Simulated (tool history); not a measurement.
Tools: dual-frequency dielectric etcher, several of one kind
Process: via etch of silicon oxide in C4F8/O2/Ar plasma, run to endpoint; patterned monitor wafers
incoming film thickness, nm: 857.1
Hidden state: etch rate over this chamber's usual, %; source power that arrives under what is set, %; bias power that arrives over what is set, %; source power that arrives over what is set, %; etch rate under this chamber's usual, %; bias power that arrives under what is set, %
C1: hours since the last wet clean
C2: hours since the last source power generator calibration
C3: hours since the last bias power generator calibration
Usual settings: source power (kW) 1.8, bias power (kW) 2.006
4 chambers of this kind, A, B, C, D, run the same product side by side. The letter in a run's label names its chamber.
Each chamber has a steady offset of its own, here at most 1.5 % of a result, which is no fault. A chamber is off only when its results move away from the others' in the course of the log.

run 1C hour=3.4 | source_power_(kW)=1.8 bias_power_(kW)=2.006 | C1=267.4 C2=3573.5 C3=836.9 | endpoint_time_(s)=176.89
run 2A hour=6.3 | source_power_(kW)=1.8 bias_power_(kW)=2.006 | C1=17.9 C2=102.5 C3=620.3 | endpoint_time_(s)=174.82
run 3B hour=9.6 | source_power_(kW)=1.8 bias_power_(kW)=2.006 | C1=110.2 C2=751.9 C3=1645.5 | endpoint_time_(s)=173.57
run 4D hour=13 | source_power_(kW)=1.8 bias_power_(kW)=2.006 | C1=262 C2=1523.2 C3=2242 | endpoint_time_(s)=174.09
run 5A hour=18.3 | source_power_(kW)=1.8 bias_power_(kW)=2.006 | C1=29.9 C2=114.5 C3=632.3 | endpoint_time_(s)=176.79
run 6D hour=22.5 | source_power_(kW)=1.8 bias_power_(kW)=2.006 | C1=271.5 C2=1532.7 C3=2251.5 | endpoint_time_(s)=173.14
run 7C hour=25.4 | source_power_(kW)=1.8 bias_power_(kW)=1.687 | C1=289.4 C2=3595.5 C3=858.9 | endpoint_time_(s)=187.66
run 8B hour=30.3 | source_power_(kW)=1.8 bias_power_(kW)=1.687 | C1=130.9 C2=772.6 C3=1666.2 | endpoint_time_(s)=185.85
run 9B hour=33.3 | source_power_(kW)=1.8 bias_power_(kW)=1.687 | C1=133.9 C2=775.6 C3=1669.2 | endpoint_time_(s)=185.65
run 10D hour=36.4 | source_power_(kW)=1.8 bias_power_(kW)=1.687 | C1=285.4 C2=1546.6 C3=2265.4 | endpoint_time_(s)=181.93
run 11A hour=41.4 | source_power_(kW)=1.8 bias_power_(kW)=2.006 | C1=53 C2=137.6 C3=655.4 | endpoint_time_(s)=176.19
run 12C hour=45.6 | source_power_(kW)=1.8 bias_power_(kW)=2.006 | C1=309.6 C2=3615.7 C3=879.1 | endpoint_time_(s)=179.87
run 13C hour=51.1 | source_power_(kW)=1.8 bias_power_(kW)=2.006 | C1=315.1 C2=3621.2 C3=884.6 | endpoint_time_(s)=178.66
run 14A hour=56.7 | source_power_(kW)=1.8 bias_power_(kW)=2.006 | C1=68.3 C2=152.9 C3=670.7 | endpoint_time_(s)=176.15
run 15B hour=61.2 | source_power_(kW)=1.8 bias_power_(kW)=2.006 | C1=161.8 C2=803.5 C3=1697.1 | endpoint_time_(s)=175.93
run 16D hour=67.1 | source_power_(kW)=1.8 bias_power_(kW)=2.006 | C1=316.1 C2=1577.3 C3=2296.1 | endpoint_time_(s)=176.87
run 17A hour=72.1 | source_power_(kW)=1.8 bias_power_(kW)=2.006 | C1=83.7 C2=168.3 C3=686.1 | endpoint_time_(s)=175.5
run 18D hour=77.6 | source_power_(kW)=1.8 bias_power_(kW)=2.006 | C1=326.6 C2=1587.8 C3=2306.6 | endpoint_time_(s)=175.11
run 19C hour=82.3 | source_power_(kW)=1.8 bias_power_(kW)=2.006 | C1=346.3 C2=3652.4 C3=915.8 | endpoint_time_(s)=183.18
run 20B hour=86.1 | source_power_(kW)=1.38 bias_power_(kW)=1.55 | C1=186.7 C2=828.4 C3=1722 | endpoint_time_(s)=208.39
run 21A hour=90.5 | source_power_(kW)=1.38 bias_power_(kW)=1.55 | C1=102.1 C2=186.7 C3=704.5 | endpoint_time_(s)=213.23
run 22D hour=96.2 | source_power_(kW)=1.38 bias_power_(kW)=1.55 | C1=345.2 C2=1606.4 C3=2325.2 | endpoint_time_(s)=210.84
run 23B hour=100.1 | source_power_(kW)=1.38 bias_power_(kW)=1.55 | C1=200.7 C2=842.4 C3=1736 | endpoint_time_(s)=210.91
run 24C hour=103 | source_power_(kW)=1.8 bias_power_(kW)=2.006 | C1=367 C2=3673.1 C3=936.5 | endpoint_time_(s)=182.97
run 25D hour=106.5 | source_power_(kW)=1.8 bias_power_(kW)=2.006 | C1=355.5 C2=1616.7 C3=2335.5 | endpoint_time_(s)=174.19
run 26C hour=109.4 | source_power_(kW)=1.8 bias_power_(kW)=2.006 | C1=373.4 C2=3679.5 C3=942.9 | endpoint_time_(s)=183.19
run 27A hour=114.4 | source_power_(kW)=1.8 bias_power_(kW)=2.006 | C1=126 C2=210.6 C3=728.4 | endpoint_time_(s)=174.12
run 28B hour=119.1 | source_power_(kW)=1.8 bias_power_(kW)=2.006 | C1=219.7 C2=861.4 C3=1755 | endpoint_time_(s)=173.94
run 29B hour=123.1 | source_power_(kW)=1.8 bias_power_(kW)=2.006 | C1=223.7 C2=865.4 C3=1759 | endpoint_time_(s)=176.51
run 30D hour=128.8 | source_power_(kW)=1.8 bias_power_(kW)=2.006 | C1=377.8 C2=1639 C3=2357.8 | endpoint_time_(s)=173.75
run 31A hour=132.4 | source_power_(kW)=1.8 bias_power_(kW)=2.006 | C1=144 C2=228.6 C3=746.4 | endpoint_time_(s)=175.56
run 32C hour=136.5 | source_power_(kW)=1.8 bias_power_(kW)=2.006 | C1=400.5 C2=3706.6 C3=970 | endpoint_time_(s)=185.95

Next, every chamber runs the same settings. What will each give?
run 33A hour=140.7 | source_power_(kW)=1.46 bias_power_(kW)=2.006 | endpoint_time_(s)=?
run 33B hour=140.7 | source_power_(kW)=1.46 bias_power_(kW)=2.006 | endpoint_time_(s)=?
run 33C hour=140.7 | source_power_(kW)=1.46 bias_power_(kW)=2.006 | endpoint_time_(s)=?
run 33D hour=140.7 | source_power_(kW)=1.46 bias_power_(kW)=2.006 | endpoint_time_(s)=?

run=33A endpoint_time_(s)=191.66
run=33B endpoint_time_(s)=190.98
run=33C endpoint_time_(s)=203.55
run=33D endpoint_time_(s)=190.41

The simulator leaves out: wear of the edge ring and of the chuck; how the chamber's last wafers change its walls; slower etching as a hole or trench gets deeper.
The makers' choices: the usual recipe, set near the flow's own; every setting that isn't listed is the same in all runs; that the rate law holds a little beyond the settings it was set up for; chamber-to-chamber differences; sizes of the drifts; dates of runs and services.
